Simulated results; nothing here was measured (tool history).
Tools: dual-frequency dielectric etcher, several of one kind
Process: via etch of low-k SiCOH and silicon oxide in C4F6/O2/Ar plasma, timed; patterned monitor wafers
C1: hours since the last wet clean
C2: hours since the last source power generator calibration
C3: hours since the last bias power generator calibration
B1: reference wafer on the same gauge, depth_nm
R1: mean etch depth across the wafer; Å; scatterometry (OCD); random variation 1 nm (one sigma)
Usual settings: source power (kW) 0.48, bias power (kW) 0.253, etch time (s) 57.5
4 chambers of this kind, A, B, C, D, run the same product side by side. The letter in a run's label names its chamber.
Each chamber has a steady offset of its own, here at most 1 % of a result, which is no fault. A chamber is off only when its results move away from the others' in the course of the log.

Run 1D, hour 4: usual settings; C1 327; C2 1233.5; C3 3318.8; B1 147.88. Result: R1 1794.7 Å.
Run 2A, hour 7.5: usual settings; C1 143.6; C2 615.1; C3 914.6; B1 148.07. Result: R1 1792.2 Å.
Run 3C, hour 10: usual settings; C1 653.1; C2 218.7; C3 966.6; B1 148.13. Result: R1 1785.3 Å.
Run 4B, hour 13.3: usual settings; C1 397.6; C2 99.4; C3 296.8; B1 147.66. Result: R1 1799.8 Å.
Run 5D, hour 17.1: usual settings; C1 340.1; C2 1246.6; C3 3331.9; B1 148.03. Result: R1 1797.3 Å.
At hour 18.7: chamber C: wet clean of the chamber.
Run 6B, hour 20.4: usual settings; C1 404.7; C2 106.5; C3 303.9; B1 148.06. Result: R1 1804 Å.
Run 7A, hour 25: usual settings; C1 161.1; C2 632.6; C3 932.1; B1 147.99. Result: R1 1776 Å.
Run 8C, hour 28.6: usual settings; C1 9.9; C2 237.3; C3 985.2; B1 147.87. Result: R1 1802.1 Å.
Run 9D, hour 32.5: usual settings; C1 355.5; C2 1262; C3 3347.3; B1 147.87. Result: R1 1795 Å.
Run 10B, hour 35.3: usual settings; C1 419.6; C2 121.4; C3 318.8; B1 147.89. Result: R1 1817.7 Å.
Run 11A, hour 40.1: usual settings; C1 176.2; C2 647.7; C3 947.2; B1 148. Result: R1 1796.6 Å.
Run 12C, hour 42.8: usual settings; C1 24.1; C2 251.5; C3 999.4; B1 147.94. Result: R1 1776.5 Å.
Run 13A, hour 47.6: usual settings; C1 183.7; C2 655.2; C3 954.7; B1 147.94. Result: R1 1765 Å.
Run 14B, hour 52.4: usual settings; C1 436.7; C2 138.5; C3 335.9; B1 148.15. Result: R1 1785.4 Å.
Run 15C, hour 55: usual settings; C1 36.3; C2 263.7; C3 1011.6; B1 147.91. Result: R1 1787.2 Å.
At hour 59: chamber B: wet clean of the chamber.
Run 16D, hour 59.6: usual settings; C1 382.6; C2 1289.1; C3 3374.4; B1 147.76. Result: R1 1819.9 Å.
Run 17D, hour 62.7: usual settings; C1 385.7; C2 1292.2; C3 3377.5; B1 147.91. Result: R1 1807.5 Å.
Run 18C, hour 67: usual settings but source power (kW) 0.43; C1 48.3; C2 275.7; C3 1023.6; B1 148.03. Result: R1 1715.6 Å.
Run 19B, hour 71.9: usual settings but source power (kW) 0.43; C1 12.9; C2 158; C3 355.4; B1 148.06. Result: R1 1749.7 Å.
Run 20A, hour 75.3: usual settings but source power (kW) 0.43; C1 211.4; C2 682.9; C3 982.4; B1 148.07. Result: R1 1713.5 Å.
Run 21B, hour 78: usual settings but source power (kW) 0.43; C1 19; C2 164.1; C3 361.5; B1 148.18. Result: R1 1731.5 Å.
Run 22C, hour 82.7: usual settings; C1 64; C2 291.4; C3 1039.3; B1 147.94. Result: R1 1782.1 Å.
Run 23D, hour 87.6: usual settings; C1 410.6; C2 1317.1; C3 3402.4; B1 148.04. Result: R1 1821.5 Å.
Run 24A, hour 90.1: usual settings; C1 226.2; C2 697.7; C3 997.2; B1 148.04. Result: R1 1763.2 Å.
Run 25B, hour 94: usual settings; C1 35; C2 180.1; C3 377.5; B1 148.23. Result: R1 1798.3 Å.
Run 26C, hour 98.5: usual settings but etch time (s) 64.5; C1 79.8; C2 307.2; C3 1055.1; B1 148.18. Result: R1 1999.4 Å.
Run 27D, hour 101.3: usual settings but etch time (s) 64.5; C1 424.3; C2 1330.8; C3 3416.1; B1 148.01. Result: R1 2019.9 Å.
Run 28A, hour 105.5: usual settings but etch time (s) 64.5; C1 241.6; C2 713.1; C3 1012.6; B1 148.14. Result: R1 1959.1 Å.
Run 29C, hour 109.9: usual settings but etch time (s) 64.5; C1 91.2; C2 318.6; C3 1066.5; B1 147.99. Result: R1 2006.7 Å.
Run 30D, hour 114.2: usual settings; C1 437.2; C2 1343.7; C3 3429; B1 147.9. Result: R1 1810.4 Å.
Run 31A, hour 119.4: usual settings but source power (kW) 0.6, bias power (kW) 0.214; C1 255.5; C2 727; C3 1026.5; B1 148.12. Result: R1 1788.7 Å.
Run 32B, hour 122.9: usual settings but source power (kW) 0.6, bias power (kW) 0.214; C1 63.9; C2 209; C3 406.4; B1 148.07. Result: R1 1869 Å.
Run 33A, hour 126.3: usual settings but source power (kW) 0.6, bias power (kW) 0.214; C1 262.4; C2 733.9; C3 1033.4; B1 148.01. Result: R1 1758 Å.
Run 34C, hour 129.1: usual settings but source power (kW) 0.6, bias power (kW) 0.214; C1 110.4; C2 337.8; C3 1085.7; B1 147.87. Result: R1 1849.1 Å.
Run 35B, hour 134: usual settings; C1 75; C2 220.1; C3 417.5; B1 148.26. Result: R1 1807.4 Å.
Run 36D, hour 137.3: usual settings; C1 460.3; C2 1366.8; C3 3452.1; B1 147.77. Result: R1 1798.7 Å.
Run 37C, hour 142.5: usual settings but bias power (kW) 0.306, etch time (s) 41; C1 123.8; C2 351.2; C3 1099.1; B1 147.94. Result: R1 1363 Å.
Run 38D, hour 146.3: usual settings but bias power (kW) 0.306, etch time (s) 41; C1 469.3; C2 1375.8; C3 3461.1; B1 147.89. Result: R1 1370.3 Å.

Next, every chamber runs the same settings. What will each give?
Run 39A, hour 150.1: usual settings but etch time (s) 65.5. Result: R1 ?.
Run 39B, hour 150.1: usual settings but etch time (s) 65.5. Result: R1 ?.
Run 39C, hour 150.1: usual settings but etch time (s) 65.5. Result: R1 ?.
Run 39D, hour 150.1: usual settings but etch time (s) 65.5. Result: R1 ?.

run      R1
39A  1923.3
39B  2035.3
39C  2041.7
39D  2059.9
